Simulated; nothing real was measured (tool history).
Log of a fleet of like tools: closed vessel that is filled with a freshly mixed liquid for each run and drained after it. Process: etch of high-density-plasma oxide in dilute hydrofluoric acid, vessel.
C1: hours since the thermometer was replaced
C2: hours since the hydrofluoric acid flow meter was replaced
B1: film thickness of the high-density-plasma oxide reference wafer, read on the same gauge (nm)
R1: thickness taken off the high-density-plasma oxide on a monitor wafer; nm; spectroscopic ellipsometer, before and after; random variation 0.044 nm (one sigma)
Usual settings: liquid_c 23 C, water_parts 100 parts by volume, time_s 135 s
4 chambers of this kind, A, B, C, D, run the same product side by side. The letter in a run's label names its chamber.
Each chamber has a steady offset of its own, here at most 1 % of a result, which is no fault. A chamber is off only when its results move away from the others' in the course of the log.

run 1D hour=8.9 | liquid_c=23 water_parts=100 time_s=135 | C1=1618.9 C2=261.2 | B1=90.011 | R1=7.0517
run 2B hour=17.7 | liquid_c=23 water_parts=100 time_s=135 | C1=427.5 C2=1314.5 | B1=90.014 | R1=7.1073
run 3C hour=27.9 | liquid_c=23 water_parts=100 time_s=135 | C1=984.3 C2=1203 | B1=90.002 | R1=7.1996
run 4A hour=34.9 | liquid_c=23 water_parts=100 time_s=135 | C1=1148.8 C2=211.6 | B1=90.03 | R1=7.1264
-- hour=35 chamber C: thermometer replaced
run 5A hour=46.2 | liquid_c=20 water_parts=100 time_s=135 | C1=1160.1 C2=222.9 | B1=90.016 | R1=6.2796
run 6B hour=57.4 | liquid_c=20 water_parts=100 time_s=135 | C1=467.2 C2=1354.2 | B1=89.994 | R1=6.3014
run 7D hour=62.7 | liquid_c=20 water_parts=100 time_s=135 | C1=1672.7 C2=315 | B1=89.958 | R1=6.2537
run 8C hour=74.5 | liquid_c=20 water_parts=100 time_s=135 | C1=39.5 C2=1249.6 | B1=89.991 | R1=6.3195
run 9C hour=84.5 | liquid_c=23 water_parts=100 time_s=135 | C1=49.5 C2=1259.6 | B1=89.984 | R1=7.2073
run 10D hour=91.2 | liquid_c=23 water_parts=100 time_s=135 | C1=1701.2 C2=343.5 | B1=89.98 | R1=7.1068
run 11B hour=96.6 | liquid_c=23 water_parts=100 time_s=135 | C1=506.4 C2=1393.4 | B1=90.035 | R1=7.0491
run 12A hour=103.6 | liquid_c=23 water_parts=65 time_s=190 | C1=1217.5 C2=280.3 | B1=89.992 | R1=16.059
run 13C hour=109.4 | liquid_c=23 water_parts=65 time_s=190 | C1=74.4 C2=1284.5 | B1=89.995 | R1=16.244
run 14B hour=119.9 | liquid_c=23 water_parts=65 time_s=190 | C1=529.7 C2=1416.7 | B1=90 | R1=15.969
run 15A hour=128.7 | liquid_c=23 water_parts=65 time_s=190 | C1=1242.6 C2=305.4 | B1=89.977 | R1=16.284
run 16D hour=137.5 | liquid_c=23 water_parts=100 time_s=135 | C1=1747.5 C2=389.8 | B1=90.014 | R1=7.1866
run 17B hour=143.5 | liquid_c=23 water_parts=100 time_s=135 | C1=553.3 C2=1440.3 | B1=90.01 | R1=6.9887
run 18D hour=149.9 | liquid_c=23 water_parts=100 time_s=135 | C1=1759.9 C2=402.2 | B1=90 | R1=7.2681
run 19A hour=155.4 | liquid_c=26.5 water_parts=100 time_s=165 | C1=1269.3 C2=332.1 | B1=89.99 | R1=10.014
run 20C hour=166.1 | liquid_c=26.5 water_parts=100 time_s=165 | C1=131.1 C2=1341.2 | B1=89.989 | R1=9.9826
run 21D hour=173.5 | liquid_c=26.5 water_parts=100 time_s=165 | C1=1783.5 C2=425.8 | B1=89.999 | R1=10.212
run 22A hour=182.5 | liquid_c=26.5 water_parts=100 time_s=165 | C1=1296.4 C2=359.2 | B1=90.007 | R1=9.9234
run 23C hour=188.8 | liquid_c=23 water_parts=100 time_s=135 | C1=153.8 C2=1363.9 | B1=90 | R1=7.1329
run 24B hour=194.9 | liquid_c=23 water_parts=100 time_s=135 | C1=604.7 C2=1491.7 | B1=89.996 | R1=7.1287
run 25B hour=201.5 | liquid_c=23 water_parts=100 time_s=135 | C1=611.3 C2=1498.3 | B1=89.987 | R1=7.0291
run 26C hour=211.8 | liquid_c=23 water_parts=100 time_s=135 | C1=176.8 C2=1386.9 | B1=90.004 | R1=7.1443
run 27A hour=223.7 | liquid_c=23 water_parts=100 time_s=135 | C1=1337.6 C2=400.4 | B1=90.016 | R1=7.1438
run 28D hour=235.2 | liquid_c=23 water_parts=100 time_s=135 | C1=1845.2 C2=487.5 | B1=89.996 | R1=7.4528
-- hour=243.2 chamber C: hydrofluoric acid flow meter replaced
run 29A hour=246.5 | liquid_c=23 water_parts=100 time_s=70 | C1=1360.4 C2=423.2 | B1=89.996 | R1=3.7525
run 30D hour=258.3 | liquid_c=23 water_parts=100 time_s=70 | C1=1868.3 C2=510.6 | B1=89.957 | R1=3.8277
run 31B hour=264.5 | liquid_c=23 water_parts=100 time_s=70 | C1=674.3 C2=1561.3 | B1=89.996 | R1=3.6833
run 32C hour=270.7 | liquid_c=23 water_parts=100 time_s=70 | C1=235.7 C2=27.5 | B1=90 | R1=3.6781
run 33D hour=281.9 | liquid_c=23 water_parts=75 time_s=55 | C1=1891.9 C2=534.2 | B1=89.995 | R1=4.229
run 34B hour=289.3 | liquid_c=23 water_parts=75 time_s=55 | C1=699.1 C2=1586.1 | B1=90.025 | R1=3.9429
run 35A hour=297.4 | liquid_c=23 water_parts=75 time_s=55 | C1=1411.3 C2=474.1 | B1=90.007 | R1=4.0082
run 36C hour=302.6 | liquid_c=23 water_parts=75 time_s=55 | C1=267.6 C2=59.4 | B1=90.007 | R1=4.031
run 37D hour=308.6 | liquid_c=23 water_parts=100 time_s=135 | C1=1918.6 C2=560.9 | B1=89.989 | R1=7.5161
-- hour=314.3 chamber B: thermometer replaced
run 38B hour=318.7 | liquid_c=23 water_parts=100 time_s=135 | C1=4.4 C2=1615.5 | B1=90.009 | R1=7.0949
run 39A hour=327.4 | liquid_c=23 water_parts=75 time_s=135 | C1=1441.3 C2=504.1 | B1=90.009 | R1=9.8019
run 40C hour=339.1 | liquid_c=23 water_parts=75 time_s=135 | C1=304.1 C2=95.9 | B1=90.016 | R1=9.8596
run 41D hour=346.1 | liquid_c=23 water_parts=75 time_s=135 | C1=1956.1 C2=598.4 | B1=89.99 | R1=10.664
run 42B hour=352.4 | liquid_c=23 water_parts=75 time_s=135 | C1=38.1 C2=1649.2 | B1=89.976 | R1=9.649

Is one chamber off against the others, does the gauge drift, or is nothing wrong? If a chamber is off, say which, and what the likeliest cause is.

Chamber D drifts away from the others.
Cause: liquid hotter than its thermometer reads (K) = 1.95.
The log may not tell that from: hydrofluoric acid flow above the setpoint (%).

Here are 4 candidates for chamber D's next run, each the usual settings with a change, their results left as question marks. Which one brings its results back in line with what the others give on the usual settings?
In line means no further than this from the other chambers' mean on the usual settings: R1 0.16 nm
run 43D-1 hour=361 | liquid_c=19 water_parts=100 time_s=135 | R1=?
run 43D-2 hour=361 | liquid_c=23 water_parts=100 time_s=145 | R1=?
run 43D-3 hour=361 | liquid_c=23 water_parts=100 time_s=125 | R1=?
run 43D-4 hour=361 | liquid_c=27 water_parts=100 time_s=135 | R1=?

The other chambers' mean on the usual settings: R1 7.1139 nm
run=43D-1 R1=6.5268
run=43D-2 R1=8.2097
run=43D-3 R1=7.0774
run=43D-4 R1=8.9049
43D-3 brings the chamber back in line.

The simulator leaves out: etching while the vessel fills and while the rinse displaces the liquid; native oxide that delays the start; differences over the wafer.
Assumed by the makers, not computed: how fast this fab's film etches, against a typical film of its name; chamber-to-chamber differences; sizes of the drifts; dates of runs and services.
